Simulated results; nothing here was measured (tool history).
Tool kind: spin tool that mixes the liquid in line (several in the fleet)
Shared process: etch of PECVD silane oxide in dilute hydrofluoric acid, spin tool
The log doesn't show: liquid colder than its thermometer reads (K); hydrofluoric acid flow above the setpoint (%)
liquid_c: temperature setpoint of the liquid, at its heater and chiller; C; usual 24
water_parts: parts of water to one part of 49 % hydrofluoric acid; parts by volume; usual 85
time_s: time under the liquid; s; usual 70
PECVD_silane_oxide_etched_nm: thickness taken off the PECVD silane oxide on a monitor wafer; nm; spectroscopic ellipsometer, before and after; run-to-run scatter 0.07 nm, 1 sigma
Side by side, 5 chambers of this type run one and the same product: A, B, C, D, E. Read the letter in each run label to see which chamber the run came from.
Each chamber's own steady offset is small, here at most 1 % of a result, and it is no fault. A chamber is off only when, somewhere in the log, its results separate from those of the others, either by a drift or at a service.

run	day	liquid_c	water_parts	time_s	hours since the thermometer was replaced	hours since the hydrofluoric acid flow meter was replaced	read-back film thickness of the PECVD silane oxide reference wafer, read on the same gauge (nm)	PECVD_silane_oxide_etched_nm
1E	0.621	24	85	70	1421.9	109.4	89.998	14.2560
2B	1.292	24	85	70	112.0	1610.7	89.996	14.3870
3A	1.683	24	85	70	297.0	672.2	89.994	14.5010
4C	2.067	24	85	70	675.8	1897.8	90.002	14.4590
5D	2.629	24	85	70	367.8	283.3	89.997	14.3270
6E	2.992	24	85	70	1478.8	166.3	89.993	14.4890
# day 3.158: chamber C: thermometer replaced
7A	3.375	24	85	70	337.6	712.8	89.982	14.2530
8D	4.058	24	85	70	402.1	317.6	89.993	14.4570
9C	4.688	24	85	70	36.8	1960.7	90.004	14.5490
10B	5.375	24	85	70	210.0	1708.7	90.001	14.4300
11C	5.729	24	85	70	61.8	1985.7	90.003	14.2770
12A	6.192	24	85	70	405.2	780.4	89.993	14.3960
13D	6.733	24	85	70	466.3	381.8	90.003	14.4530
14B	7.300	24	85	70	256.2	1754.9	89.988	14.4240
15E	7.950	24	85	70	1597.8	285.3	90.008	14.2990
16C	8.500	24	85	70	128.3	2052.2	89.988	14.4210
17D	8.958	24	85	70	519.7	435.2	89.991	14.3860
18B	9.438	24	85	70	307.5	1806.2	90.011	14.3550
19E	10.112	24	50	70	1649.7	337.2	89.998	25.2240
20A	10.783	24	50	70	515.4	890.6	89.990	26.7850
21B	11.467	24	50	70	356.2	1854.9	89.990	25.6740
22D	11.929	24	50	70	591.0	506.5	90.010	25.6940
23C	12.492	24	50	70	224.1	2148.0	90.019	25.3660
24E	13.008	24	85	70	1719.2	406.7	89.993	14.3870
25A	13.583	24	85	70	582.6	957.8	89.999	15.2560
26E	14.179	24	85	70	1747.3	434.8	89.983	14.4120
27C	14.658	24	50	70	276.1	2200.0	90.007	25.5280
28A	15.042	24	50	70	617.6	992.8	90.013	27.3890
29B	15.583	24	50	70	455.0	1953.7	90.008	25.9070
30D	16.058	24	50	70	690.1	605.6	90.004	25.6710
31B	16.654	24	50	70	480.7	1979.4	90.006	25.8350

One chamber off, gauge drift, or nothing amiss beyond the chambers' own small offsets? If it is a chamber, which one, and what is the likeliest cause?

Little by little, chamber A moves away from the other chambers.
What lies behind it: hydrofluoric acid flow above the setpoint (%) = 6.72.
It could be hard to tell apart here from: liquid hotter than its thermometer reads (K).

Which of the 4 candidates below, each the usual settings with something changed and its results left as question marks, puts chamber A back in line with what the other chambers give on the usual settings?
To be in line, a result may differ from the other chambers' mean on the usual settings by at most: PECVD_silane_oxide_etched_nm 0.2500 nm
32A-1	17.150	27	85	70				?
32A-2	17.150	21	85	70				?
32A-3	17.150	24	85	65				?
32A-4	17.150	24	80	70				?

On the usual settings, the other chambers give on average: PECVD_silane_oxide_etched_nm 14.3850 nm
run	PECVD_silane_oxide_etched_nm
32A-1	17.4320
32A-2	13.6480
32A-3	14.3460
32A-4	16.5290
Change 32A-3 lands the chamber within the allowed miss of the other chambers.
